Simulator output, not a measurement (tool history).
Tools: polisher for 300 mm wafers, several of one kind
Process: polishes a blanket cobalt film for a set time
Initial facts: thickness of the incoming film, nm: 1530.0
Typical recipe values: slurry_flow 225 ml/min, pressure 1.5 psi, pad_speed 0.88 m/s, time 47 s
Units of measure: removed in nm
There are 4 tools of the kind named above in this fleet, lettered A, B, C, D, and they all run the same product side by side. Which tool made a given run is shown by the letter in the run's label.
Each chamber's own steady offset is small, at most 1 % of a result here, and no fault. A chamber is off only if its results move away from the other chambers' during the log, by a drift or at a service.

| run | hour | slurry_flow | pressure | pad_speed | time | removed |
|---|---|---|---|---|---|---|
| 1A | 9.8 | 225 | 1.5 | 0.88 | 47 | 190.78 |
|  | 12.9 | chamber D: head pressure recalibrated |
|  | 16.0 | chamber D: worn pad replaced by a new one |
| 2C | 16.4 | 225 | 1.5 | 0.88 | 47 | 186.64 |
| 3B | 25.6 | 225 | 1.5 | 0.88 | 47 | 185.63 |
|  | 36.6 | chamber A: worn pad replaced by a new one |
| 4D | 36.6 | 225 | 1.5 | 0.88 | 47 | 191.26 |
| 5C | 43.2 | 225 | 1.5 | 0.88 | 41 | 161.71 |
|  | 47.9 | chamber C: worn pad replaced by a new one |
| 6B | 53.2 | 225 | 1.5 | 0.88 | 41 | 163.72 |
|  | 58.8 | chamber B: slurry nozzle cleaned |
| 7A | 61.6 | 225 | 1.5 | 0.88 | 41 | 166.09 |
|  | 62.8 | chamber B: worn pad replaced by a new one |
| 8D | 73.0 | 225 | 1.5 | 0.88 | 41 | 162.75 |
| 9C | 79.2 | 225 | 1.5 | 0.88 | 47 | 182.96 |
| 10A | 90.1 | 225 | 1.5 | 0.88 | 47 | 181.04 |
| 11B | 96.6 | 225 | 1.5 | 0.88 | 47 | 180.50 |
| 12D | 105.6 | 225 | 1.5 | 0.88 | 47 | 181.06 |
|  | 116.6 | chamber D: worn pad replaced by a new one |
| 13A | 117.8 | 225 | 1.5 | 0.88 | 47 | 193.14 |
| 14C | 125.9 | 225 | 1.5 | 0.88 | 47 | 190.19 |
| 15D | 132.6 | 225 | 1.5 | 0.88 | 47 | 185.67 |
| 16B | 144.5 | 225 | 1.5 | 0.88 | 47 | 186.16 |
|  | 146.4 | chamber A: worn pad replaced by a new one |
| 17C | 151.1 | 225 | 1.5 | 0.88 | 47 | 186.81 |
| 18B | 160.9 | 225 | 1.5 | 0.88 | 47 | 184.93 |
| 19A | 169.0 | 225 | 1.5 | 0.88 | 47 | 192.06 |
| 20D | 175.2 | 225 | 1.2 | 0.76 | 47 | 127.18 |
|  | 180.5 | chamber C: worn pad replaced by a new one |
| 21B | 183.1 | 225 | 1.2 | 0.76 | 47 | 127.35 |
|  | 183.5 | chamber B: worn pad replaced by a new one |
| 22C | 193.3 | 225 | 1.2 | 0.76 | 47 | 128.74 |
| 23A | 204.2 | 225 | 1.2 | 0.76 | 47 | 129.53 |
| 24D | 217.1 | 225 | 1.5 | 0.88 | 47 | 185.80 |
| 25C | 222.7 | 225 | 1.5 | 0.88 | 47 | 186.89 |
|  | 224.6 | chamber D: worn pad replaced by a new one |
|  | 225.7 | chamber A: head pressure recalibrated |
| 26D | 229.1 | 225 | 1.5 | 0.88 | 47 | 190.63 |
|  | 237.7 | chamber B: head pressure recalibrated |
| 27A | 240.7 | 225 | 1.5 | 0.88 | 47 | 183.94 |
| 28B | 248.5 | 225 | 1.5 | 0.88 | 47 | 201.78 |
|  | 252.0 | chamber A: worn pad replaced by a new one |
| 29B | 261.0 | 225 | 1.5 | 0.88 | 47 | 199.41 |
|  | 263.6 | chamber C: head pressure recalibrated |
| 30A | 273.4 | 225 | 1.5 | 0.88 | 47 | 189.59 |
|  | 279.0 | chamber B: worn pad replaced by a new one |
| 31D | 282.4 | 225 | 1.5 | 0.88 | 47 | 187.08 |
| 32C | 292.8 | 225 | 1.5 | 0.88 | 47 | 183.77 |
| 33B | 302.1 | 225 | 1.5 | 0.88 | 47 | 202.36 |
|  | 307.7 | chamber C: worn pad replaced by a new one |
| 34D | 312.9 | 225 | 1.5 | 1.16 | 37 | 196.07 |
|  | 313.2 | chamber D: worn pad replaced by a new one |
| 35C | 322.4 | 225 | 1.5 | 1.16 | 37 | 193.39 |
| 36A | 329.7 | 225 | 1.5 | 1.16 | 37 | 196.73 |
| 37C | 336.5 | 225 | 1.5 | 1.16 | 37 | 193.55 |
| 38B | 344.1 | 225 | 1.5 | 0.88 | 47 | 202.24 |
| 39A | 352.3 | 225 | 1.5 | 0.88 | 47 | 184.17 |
| 40D | 361.2 | 225 | 1.5 | 0.88 | 47 | 186.87 |
|  | 365.7 | chamber A: worn pad replaced by a new one |
| 41A | 373.7 | 225 | 1.5 | 0.88 | 47 | 189.25 |
| 42C | 381.5 | 225 | 1.5 | 0.88 | 47 | 184.97 |
|  | 391.7 | chamber B: worn pad replaced by a new one |
| 43B | 393.9 | 225 | 1.5 | 0.88 | 47 | 199.41 |
| 44D | 405.0 | 225 | 1.5 | 1.02 | 52 | 235.97 |

Each of the 4 chambers runs these same settings next. Fill in every chamber's results:
| 45A | 414.2 | 225 | 1.5 | 0.88 | 47 | ? |
| 45B | 414.2 | 225 | 1.5 | 0.88 | 47 | ? |
| 45C | 414.2 | 225 | 1.5 | 0.88 | 47 | ? |
| 45D | 414.2 | 225 | 1.5 | 0.88 | 47 | ? |

| run | removed |
|---|---|
| 45A | 188.09 |
| 45B | 201.31 |
| 45C | 186.91 |
| 45D | 188.56 |
